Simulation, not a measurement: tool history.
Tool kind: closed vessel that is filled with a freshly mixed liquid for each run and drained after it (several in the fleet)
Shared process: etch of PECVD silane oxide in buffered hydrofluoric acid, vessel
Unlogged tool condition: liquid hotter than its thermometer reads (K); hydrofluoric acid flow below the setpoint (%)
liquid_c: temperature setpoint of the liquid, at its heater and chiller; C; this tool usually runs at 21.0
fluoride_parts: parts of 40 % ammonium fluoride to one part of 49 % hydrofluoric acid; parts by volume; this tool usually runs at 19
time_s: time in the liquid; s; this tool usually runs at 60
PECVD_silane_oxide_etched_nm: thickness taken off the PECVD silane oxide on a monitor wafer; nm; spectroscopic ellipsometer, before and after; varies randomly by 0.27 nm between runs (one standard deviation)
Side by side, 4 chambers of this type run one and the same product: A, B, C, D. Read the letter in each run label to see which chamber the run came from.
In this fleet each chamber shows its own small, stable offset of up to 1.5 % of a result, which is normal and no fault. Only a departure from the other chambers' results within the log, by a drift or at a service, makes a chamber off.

run	hour	liquid_c	fluoride_parts	time_s	hours since the thermometer was replaced	hours since the hydrofluoric acid flow meter was replaced	read-back film thickness of the PECVD silane oxide reference wafer, read on the same gauge (nm)	PECVD_silane_oxide_etched_nm
1D	5.9	21.0	19	60	489.4	108.7	90.023	61.430
2C	13.5	21.0	19	60	393.2	1812.6	89.965	61.719
3B	19.8	21.0	19	60	278.3	319.4	90.038	61.174
4A	28.8	21.0	19	60	468.0	956.4	89.981	61.031
5B	35.5	21.0	19	60	294.0	335.1	89.946	61.261
6C	42.6	21.0	19	60	422.3	1841.7	90.027	61.378
7D	52.0	21.0	19	60	535.5	154.8	89.967	61.707
8A	61.6	21.0	19	60	500.8	989.2	89.997	61.333
9D	70.5	24.5	19	80	554.0	173.3	89.965	99.536
10A	76.4	24.5	19	80	515.6	1004.0	89.992	98.400
11B	88.0	24.5	19	80	346.5	387.6	89.968	98.017
12C	93.8	24.5	19	80	473.5	1892.9	90.001	99.175
13B	102.2	21.0	19	60	360.7	401.8	90.000	60.475
14D	113.7	21.0	19	60	597.2	216.5	90.020	61.462
15C	123.8	21.0	19	60	503.5	1922.9	90.019	61.771
16A	133.2	21.0	19	60	572.4	1060.8	89.964	60.740
17A	138.3	21.0	19	60	577.5	1065.9	89.982	60.897
18D	146.1	21.0	19	60	629.6	248.9	89.946	61.599
19B	155.3	21.0	19	60	413.8	454.9	89.970	59.385
20C	167.0	21.0	19	60	546.7	1966.1	89.982	60.872
21D	172.7	21.0	19	60	656.2	275.5	89.981	62.050
22A	181.9	25.5	19	60	621.1	1109.5	89.937	77.476
23C	188.4	25.5	19	60	568.1	1987.5	90.010	78.180
24B	195.4	25.5	19	60	453.9	495.0	89.979	74.656
25C	201.5	25.5	19	60	581.2	2000.6	89.990	78.220
26D	209.7	21.0	22	80	693.2	312.5	89.983	72.839

All 4 chambers run these settings next. Forecast each chamber's results:
27A	218.3	21.0	19	60				?
27B	218.3	21.0	19	60				?
27C	218.3	21.0	19	60				?
27D	218.3	21.0	19	60				?

run	PECVD_silane_oxide_etched_nm
27A	61.314
27B	57.758
27C	61.135
27D	61.758
